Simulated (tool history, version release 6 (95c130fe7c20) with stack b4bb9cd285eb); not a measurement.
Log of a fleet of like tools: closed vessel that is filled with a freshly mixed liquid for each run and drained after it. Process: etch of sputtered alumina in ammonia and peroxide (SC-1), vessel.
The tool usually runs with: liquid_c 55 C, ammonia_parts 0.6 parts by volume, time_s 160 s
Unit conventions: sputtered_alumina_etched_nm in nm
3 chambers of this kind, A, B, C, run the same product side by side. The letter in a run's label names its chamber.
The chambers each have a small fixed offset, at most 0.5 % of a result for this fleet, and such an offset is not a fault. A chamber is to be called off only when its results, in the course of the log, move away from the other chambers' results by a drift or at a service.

run,hour,liquid_c,ammonia_parts,time_s,"read-back film thickness of the sputtered alumina reference wafer, read on the same gauge (nm)",sputtered_alumina_etched_nm
1B,10.5,55,0.6,160,50.031,12.253
2C,18.1,55,0.6,160,49.988,12.051
3A,29.7,55,0.6,160,49.994,11.92
4A,37.6,55,0.6,160,49.985,11.974
5C,49,55,0.6,160,49.974,11.962
6B,58.7,55,0.6,160,50.035,11.879
7A,64.7,47,0.6,70,50.001,3.3377
8C,70.5,47,0.6,70,49.978,3.4314
9B,79.8,47,0.6,70,49.987,3.3122
10C,91.4,55,0.6,160,50.001,11.981
11A,100.6,55,0.6,160,49.967,11.929
12B,111.1,55,0.6,160,49.967,11.716
13A,117.2,55,0.6,160,50.023,11.878
14B,123.3,55,0.6,160,49.983,11.695
15C,129,49,0.6,80,49.968,4.3769
16A,138,49,0.6,80,50.01,4.2873
17C,147.5,49,0.6,80,50.006,4.351
18B,156.9,55,0.6,220,49.998,15.943
19C,164,55,0.6,220,50.014,16.684
20B,174,55,0.6,220,50.024,15.479
# hour 179.7: chamber A: thermometer replaced
21A,183.3,55,0.6,160,49.99,11.955
# hour 183.5: chamber B: new drum of ammonia solution connected
22A,190.7,55,0.6,160,50.006,11.837
23B,200.9,55,0.6,160,50.004,11.38
24C,207.7,55,0.6,160,50.001,12.014
25A,213.5,55,0.6,160,50,11.959

All 3 chambers run these settings next. Forecast each chamber's results:
26A,221.9,55,0.6,160,,?
26B,221.9,55,0.6,160,,?
26C,221.9,55,0.6,160,,?

run,sputtered_alumina_etched_nm
26A,11.949
26B,11.33
26C,11.997
